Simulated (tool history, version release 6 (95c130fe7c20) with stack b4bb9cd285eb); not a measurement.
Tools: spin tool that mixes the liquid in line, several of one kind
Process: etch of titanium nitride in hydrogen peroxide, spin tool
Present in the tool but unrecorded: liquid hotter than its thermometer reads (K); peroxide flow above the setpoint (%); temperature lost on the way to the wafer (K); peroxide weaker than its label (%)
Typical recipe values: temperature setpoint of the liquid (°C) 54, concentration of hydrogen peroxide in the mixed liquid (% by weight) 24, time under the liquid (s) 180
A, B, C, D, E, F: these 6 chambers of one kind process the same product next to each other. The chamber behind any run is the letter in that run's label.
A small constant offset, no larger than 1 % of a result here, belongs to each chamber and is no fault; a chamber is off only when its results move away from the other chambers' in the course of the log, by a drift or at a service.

run	day	temperature setpoint of the liquid (°C)	concentration of hydrogen peroxide in the mixed liquid (% by weight)	time under the liquid (s)	hours since the thermometer was replaced	hours since the peroxide flow meter was replaced	hours since the heated supply line was repaired	hours since the drum of peroxide was connected	read-back film thickness of the titanium nitride reference wafer, read on the same gauge (nm)	thickness taken off the titanium nitride on a monitor wafer (nm)
1E	0.221	54	24	180	239.3	62	3249.2	290	89.98	9.4378
# day 0.488: chamber D: peroxide flow meter replaced
2A	0.492	54	24	180	719.8	629.9	1327.2	201.3	90.02	9.3191
3C	0.796	54	24	180	2356.9	1234.9	889.5	445.9	90.014	9.2413
4F	1.083	54	24	180	340.8	456.8	2033.8	602.6	90.016	9.3748
5D	1.283	54	24	180	949.7	19.1	3237.8	963.8	90.013	9.3387
6B	1.496	54	24	180	499.9	1295	213.3	577.6	89.983	9.2581
7D	1.817	54	24	180	962.5	31.9	3250.6	976.6	90.044	9.3238
8C	2.146	54	24	180	2389.3	1267.3	921.9	478.3	89.985	9.1976
9A	2.425	54	24	180	766.2	676.3	1373.6	247.7	89.996	9.3789
10B	2.712	54	24	180	529.1	1324.2	242.5	606.8	90.001	9.3046
11E	3.088	54	24	180	308.1	130.8	3318	358.8	90.03	9.3781
12F	3.454	54	24	180	397.7	513.7	2090.7	659.5	89.999	9.4007
13F	3.638	54	24	180	402.1	518.1	2095.1	663.9	90.007	9.3694
14A	3.921	49.5	24	180	802.1	712.2	1409.5	283.6	89.992	6.7661
15C	4.304	49.5	24	180	2441.1	1319.1	973.7	530.1	89.988	6.7078
16B	4.508	49.5	24	180	572.2	1367.3	285.6	649.9	89.985	6.7886
17D	4.683	49.5	24	180	1031.3	100.7	3319.4	1045.4	90.036	6.704
18E	4.892	49.5	24	180	351.4	174.1	3361.3	402.1	90.002	6.7617
# day 5.029: chamber F: peroxide flow meter replaced
19D	5.062	49.5	24	180	1040.4	109.8	3328.5	1054.5	89.994	6.7581
20A	5.238	54	24	180	833.7	743.8	1441.1	315.2	90.016	9.2931
21C	5.512	54	24	180	2470.1	1348.1	1002.7	559.1	90.029	9.2216
# day 5.7: chamber B: new drum of peroxide connected
22E	5.804	54	24	180	373.3	196	3383.2	424	89.957	9.3288
23B	6.192	54	24	180	612.6	1407.7	326	11.8	89.973	9.3099
24F	6.504	54	24	180	470.9	35.4	2163.9	732.7	89.997	9.5443
25B	6.746	54	24	180	625.9	1421	339.3	25.1	89.994	9.3142
26F	6.925	54	24	180	481	45.5	2174	742.8	90.025	9.4439
27E	7.138	54	29.5	180	405.3	228	3415.2	456	89.989	9.8199
28C	7.412	54	29.5	180	2515.7	1393.7	1048.3	604.7	90.043	9.6514
29A	7.8	54	29.5	180	895.2	805.3	1502.6	376.7	90.017	9.8042
30D	7.975	54	29.5	180	1110.3	179.7	3398.4	1124.4	89.964	9.8057
31A	8.3	54	29.5	180	907.2	817.3	1514.6	388.7	89.987	9.7245
32B	8.567	54	29.5	180	669.6	1464.7	383	68.8	90.017	9.772
33E	8.817	54	24	180	445.6	268.3	3455.5	496.3	89.999	9.3954
34C	9.108	54	24	180	2556.4	1434.4	1089	645.4	89.998	9.2831
35F	9.362	54	24	180	539.5	104	2232.5	801.3	90.008	9.5774
36D	9.621	54	24	180	1149.8	219.2	3437.9	1163.9	89.99	9.3625
37A	9.858	54	24	180	944.6	854.7	1552	426.1	90.009	9.3432
38D	10.083	54	24	180	1160.9	230.3	3449	1175	89.958	9.3442
39E	10.312	54	24	180	481.5	304.2	3491.4	532.2	89.985	9.4059
40F	10.679	54	24	180	571.1	135.6	2264.1	832.9	90.031	9.6218

Next, all 6 chambers run the settings below, one line each with question marks for the results. What does each chamber give?
41A	10.958	54	27	180						?
41B	10.958	54	27	180						?
41C	10.958	54	27	180						?
41D	10.958	54	27	180						?
41E	10.958	54	27	180						?
41F	10.958	54	27	180						?

run	thickness taken off the titanium nitride on a monitor wafer (nm)
41A	9.5707
41B	9.5399
41C	9.527
41D	9.6427
41E	9.592
41F	9.8978
